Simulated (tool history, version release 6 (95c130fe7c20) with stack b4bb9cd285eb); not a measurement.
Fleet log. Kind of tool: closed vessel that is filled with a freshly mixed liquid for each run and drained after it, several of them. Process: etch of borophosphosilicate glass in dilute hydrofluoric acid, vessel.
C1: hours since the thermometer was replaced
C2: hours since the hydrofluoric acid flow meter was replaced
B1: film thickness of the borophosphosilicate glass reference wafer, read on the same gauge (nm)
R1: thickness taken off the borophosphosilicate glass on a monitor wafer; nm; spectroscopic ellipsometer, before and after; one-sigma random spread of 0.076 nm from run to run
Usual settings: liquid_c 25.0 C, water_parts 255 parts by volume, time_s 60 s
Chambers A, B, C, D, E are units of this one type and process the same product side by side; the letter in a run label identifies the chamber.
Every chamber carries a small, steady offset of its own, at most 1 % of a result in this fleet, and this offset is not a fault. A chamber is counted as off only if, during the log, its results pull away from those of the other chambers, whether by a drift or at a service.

{"run": "1B", "hour": 8.1, "liquid_c": 25.0, "water_parts": 255, "time_s": 60, "C1": 1195.7, "C2": 168.2, "B1": 39.989, "R1": 8.109}
{"run": "2D", "hour": 15.7, "liquid_c": 25.0, "water_parts": 255, "time_s": 60, "C1": 1235.6, "C2": 1351.8, "B1": 40.017, "R1": 8.1281}
{"run": "3A", "hour": 30.2, "liquid_c": 25.0, "water_parts": 255, "time_s": 60, "C1": 694.6, "C2": 789.3, "B1": 39.991, "R1": 7.9313}
{"hour": 36.6, "done": "chamber E: hydrofluoric acid flow meter replaced"}
{"run": "4C", "hour": 38.1, "liquid_c": 25.0, "water_parts": 255, "time_s": 60, "C1": 1753.6, "C2": 500.7, "B1": 40.014, "R1": 7.8295}
{"run": "5E", "hour": 51.2, "liquid_c": 30.0, "water_parts": 375, "time_s": 60, "C1": 826.5, "C2": 14.6, "B1": 40.008, "R1": 5.6149}
{"run": "6A", "hour": 59.4, "liquid_c": 30.0, "water_parts": 375, "time_s": 60, "C1": 723.8, "C2": 818.5, "B1": 40.014, "R1": 5.6506}
{"run": "7B", "hour": 69.8, "liquid_c": 30.0, "water_parts": 375, "time_s": 60, "C1": 1257.4, "C2": 229.9, "B1": 40.017, "R1": 5.6376}
{"run": "8C", "hour": 76.3, "liquid_c": 30.0, "water_parts": 375, "time_s": 60, "C1": 1791.8, "C2": 538.9, "B1": 39.982, "R1": 5.6436}
{"run": "9E", "hour": 87.3, "liquid_c": 30.0, "water_parts": 375, "time_s": 60, "C1": 862.6, "C2": 50.7, "B1": 40.03, "R1": 5.5877}
{"run": "10D", "hour": 99.4, "liquid_c": 25.0, "water_parts": 255, "time_s": 60, "C1": 1319.3, "C2": 1435.5, "B1": 40.03, "R1": 8.0613}
{"run": "11B", "hour": 112.6, "liquid_c": 25.0, "water_parts": 255, "time_s": 60, "C1": 1300.2, "C2": 272.7, "B1": 40.021, "R1": 8.1936}
{"run": "12D", "hour": 124.1, "liquid_c": 25.0, "water_parts": 255, "time_s": 60, "C1": 1344.0, "C2": 1460.2, "B1": 39.979, "R1": 7.9187}
{"run": "13A", "hour": 132.0, "liquid_c": 22.5, "water_parts": 255, "time_s": 60, "C1": 796.4, "C2": 891.1, "B1": 39.998, "R1": 7.2664}
{"run": "14E", "hour": 142.6, "liquid_c": 22.5, "water_parts": 255, "time_s": 60, "C1": 917.9, "C2": 106.0, "B1": 40.025, "R1": 7.2808}
{"run": "15C", "hour": 157.2, "liquid_c": 22.5, "water_parts": 255, "time_s": 60, "C1": 1872.7, "C2": 619.8, "B1": 40.003, "R1": 7.1074}
{"run": "16D", "hour": 171.5, "liquid_c": 22.5, "water_parts": 255, "time_s": 60, "C1": 1391.4, "C2": 1507.6, "B1": 40.008, "R1": 7.2858}
{"run": "17E", "hour": 182.7, "liquid_c": 22.5, "water_parts": 255, "time_s": 60, "C1": 958.0, "C2": 146.1, "B1": 40.01, "R1": 7.2297}
{"hour": 192.4, "done": "chamber D: thermometer replaced"}
{"run": "18B", "hour": 192.4, "liquid_c": 25.0, "water_parts": 255, "time_s": 60, "C1": 1380.0, "C2": 352.5, "B1": 39.953, "R1": 8.0512}
{"run": "19A", "hour": 200.8, "liquid_c": 25.0, "water_parts": 255, "time_s": 60, "C1": 865.2, "C2": 959.9, "B1": 39.957, "R1": 8.1112}
{"run": "20C", "hour": 207.5, "liquid_c": 25.0, "water_parts": 255, "time_s": 90, "C1": 1923.0, "C2": 670.1, "B1": 39.986, "R1": 11.203}
{"run": "21C", "hour": 216.6, "liquid_c": 25.0, "water_parts": 255, "time_s": 90, "C1": 1932.1, "C2": 679.2, "B1": 39.981, "R1": 11.413}
{"hour": 224.5, "done": "chamber E: thermometer replaced"}
{"run": "22E", "hour": 227.9, "liquid_c": 25.0, "water_parts": 255, "time_s": 90, "C1": 3.4, "C2": 191.3, "B1": 40.0, "R1": 12.107}
{"run": "23B", "hour": 237.2, "liquid_c": 25.0, "water_parts": 255, "time_s": 90, "C1": 1424.8, "C2": 397.3, "B1": 40.008, "R1": 12.163}
{"run": "24D", "hour": 244.9, "liquid_c": 25.0, "water_parts": 255, "time_s": 90, "C1": 52.6, "C2": 1581.0, "B1": 40.017, "R1": 12.17}
{"hour": 247.4, "done": "chamber B: hydrofluoric acid flow meter replaced"}
{"run": "25A", "hour": 252.5, "liquid_c": 29.5, "water_parts": 305, "time_s": 60, "C1": 916.9, "C2": 1011.6, "B1": 39.992, "R1": 7.3274}
{"run": "26B", "hour": 266.3, "liquid_c": 29.5, "water_parts": 305, "time_s": 60, "C1": 1453.9, "C2": 19.0, "B1": 40.026, "R1": 7.5274}
{"run": "27E", "hour": 278.9, "liquid_c": 29.5, "water_parts": 305, "time_s": 60, "C1": 54.4, "C2": 242.3, "B1": 40.028, "R1": 7.353}
{"run": "28A", "hour": 285.9, "liquid_c": 29.5, "water_parts": 305, "time_s": 60, "C1": 950.3, "C2": 1045.0, "B1": 39.982, "R1": 7.3518}
{"run": "29D", "hour": 296.3, "liquid_c": 29.5, "water_parts": 305, "time_s": 60, "C1": 104.0, "C2": 1632.4, "B1": 39.969, "R1": 7.5622}
{"run": "30C", "hour": 303.0, "liquid_c": 25.0, "water_parts": 255, "time_s": 60, "C1": 2018.5, "C2": 765.6, "B1": 40.011, "R1": 7.2102}

What goes on in this fleet: one chamber off, a drifting gauge, or nothing beyond the chambers' own small offsets? Name the chamber and the cause, if any.

Little by little, chamber C moves away from the other chambers.
Most likely cause: hydrofluoric acid flow below the setpoint (%) = 8.94.

Here are 4 candidates for chamber C's next run, each the usual settings with a change, their results left as question marks. Which one brings its results back in line with what the others give on the usual settings?
To be in line, a result may differ from the other chambers' mean on the usual settings by at most: R1 0.2600 nm
{"run": "31C-1", "hour": 313.5, "liquid_c": 25.0, "water_parts": 245, "time_s": 65, "R1": "?"}
{"run": "31C-2", "hour": 313.5, "liquid_c": 27.0, "water_parts": 255, "time_s": 60, "R1": "?"}
{"run": "31C-3", "hour": 313.5, "liquid_c": 21.5, "water_parts": 255, "time_s": 60, "R1": "?"}
{"run": "31C-4", "hour": 313.5, "liquid_c": 25.0, "water_parts": 270, "time_s": 60, "R1": "?"}

Other chambers, usual settings, mean: R1 8.0167 nm
run=31C-1 R1=8.0650
run=31C-2 R1=7.5787
run=31C-3 R1=6.2277
run=31C-4 R1=6.5592
31C-1 puts the chamber back in line with the other chambers.
